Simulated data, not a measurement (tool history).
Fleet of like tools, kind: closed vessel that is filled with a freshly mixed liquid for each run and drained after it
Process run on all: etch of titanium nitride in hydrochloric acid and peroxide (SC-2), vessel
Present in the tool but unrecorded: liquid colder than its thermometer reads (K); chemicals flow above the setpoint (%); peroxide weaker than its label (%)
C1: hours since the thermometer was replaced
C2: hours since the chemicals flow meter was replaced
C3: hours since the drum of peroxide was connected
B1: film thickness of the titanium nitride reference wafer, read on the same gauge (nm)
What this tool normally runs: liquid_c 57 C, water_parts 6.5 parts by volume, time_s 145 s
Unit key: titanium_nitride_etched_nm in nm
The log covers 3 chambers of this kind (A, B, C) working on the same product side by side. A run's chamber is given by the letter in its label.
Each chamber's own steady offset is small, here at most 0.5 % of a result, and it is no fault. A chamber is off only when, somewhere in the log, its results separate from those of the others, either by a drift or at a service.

run 1C hour=3.7 | liquid_c=57 water_parts=6.5 time_s=145 | C1=301.8 C2=368.2 C3=96.5 | B1=70.009 | titanium_nitride_etched_nm=8.1075
run 2B hour=6.5 | liquid_c=57 water_parts=6.5 time_s=145 | C1=216.2 C2=2198.4 C3=486.5 | B1=70.032 | titanium_nitride_etched_nm=8.0297
run 3A hour=12.0 | liquid_c=57 water_parts=6.5 time_s=145 | C1=855.8 C2=822.1 C3=872.6 | B1=69.999 | titanium_nitride_etched_nm=8.0894
run 4B hour=15.2 | liquid_c=57 water_parts=6.5 time_s=145 | C1=224.9 C2=2207.1 C3=495.2 | B1=69.985 | titanium_nitride_etched_nm=8.1880
run 5A hour=18.1 | liquid_c=57 water_parts=6.5 time_s=145 | C1=861.9 C2=828.2 C3=878.7 | B1=70.003 | titanium_nitride_etched_nm=8.1226
run 6C hour=20.9 | liquid_c=57 water_parts=6.5 time_s=145 | C1=319.0 C2=385.4 C3=113.7 | B1=70.008 | titanium_nitride_etched_nm=8.1235
run 7C hour=26.5 | liquid_c=57 water_parts=6.5 time_s=145 | C1=324.6 C2=391.0 C3=119.3 | B1=70.023 | titanium_nitride_etched_nm=8.2064
run 8A hour=32.1 | liquid_c=57 water_parts=6.5 time_s=145 | C1=875.9 C2=842.2 C3=892.7 | B1=69.982 | titanium_nitride_etched_nm=8.1729
run 9B hour=38.3 | liquid_c=57 water_parts=6.5 time_s=145 | C1=248.0 C2=2230.2 C3=518.3 | B1=70.001 | titanium_nitride_etched_nm=8.0957
run 10C hour=44.7 | liquid_c=57 water_parts=6.5 time_s=145 | C1=342.8 C2=409.2 C3=137.5 | B1=70.038 | titanium_nitride_etched_nm=8.0461
run 11B hour=47.7 | liquid_c=57 water_parts=6.5 time_s=145 | C1=257.4 C2=2239.6 C3=527.7 | B1=70.006 | titanium_nitride_etched_nm=8.1150
run 12A hour=52.2 | liquid_c=57 water_parts=6.5 time_s=145 | C1=896.0 C2=862.3 C3=912.8 | B1=70.009 | titanium_nitride_etched_nm=8.0886
run 13B hour=57.0 | liquid_c=57 water_parts=6.5 time_s=145 | C1=266.7 C2=2248.9 C3=537.0 | B1=70.020 | titanium_nitride_etched_nm=8.0396
run 14A hour=62.6 | liquid_c=57 water_parts=6.5 time_s=145 | C1=906.4 C2=872.7 C3=923.2 | B1=69.995 | titanium_nitride_etched_nm=8.1623
run 15C hour=68.1 | liquid_c=57 water_parts=6.5 time_s=145 | C1=366.2 C2=432.6 C3=160.9 | B1=69.977 | titanium_nitride_etched_nm=8.2197
run 16B hour=74.2 | liquid_c=57 water_parts=6.5 time_s=145 | C1=283.9 C2=2266.1 C3=554.2 | B1=70.006 | titanium_nitride_etched_nm=8.0459
run 17C hour=79.4 | liquid_c=57 water_parts=6.5 time_s=145 | C1=377.5 C2=443.9 C3=172.2 | B1=70.032 | titanium_nitride_etched_nm=8.0484
run 18A hour=83.3 | liquid_c=57 water_parts=4.5 time_s=175 | C1=927.1 C2=893.4 C3=943.9 | B1=69.989 | titanium_nitride_etched_nm=12.7600
run 19C hour=86.9 | liquid_c=57 water_parts=4.5 time_s=175 | C1=385.0 C2=451.4 C3=179.7 | B1=70.007 | titanium_nitride_etched_nm=12.8060
run 20B hour=91.9 | liquid_c=57 water_parts=4.5 time_s=175 | C1=301.6 C2=2283.8 C3=571.9 | B1=70.001 | titanium_nitride_etched_nm=12.6290
run 21A hour=97.7 | liquid_c=57 water_parts=6.5 time_s=145 | C1=941.5 C2=907.8 C3=958.3 | B1=69.959 | titanium_nitride_etched_nm=8.1914
run 22A hour=101.5 | liquid_c=57 water_parts=6.5 time_s=145 | C1=945.3 C2=911.6 C3=962.1 | B1=69.984 | titanium_nitride_etched_nm=8.1894
run 23B hour=105.9 | liquid_c=57 water_parts=6.5 time_s=145 | C1=315.6 C2=2297.8 C3=585.9 | B1=69.993 | titanium_nitride_etched_nm=8.1267

Has any chamber moved away from the others, gradually or after a service, or does the common gauge drift, or do the chambers differ only by their own small steady offsets? State the chamber and the most likely cause if one applies.

Nothing is wrong: each chamber keeps only its own small, steady offset and the gauge holds still.
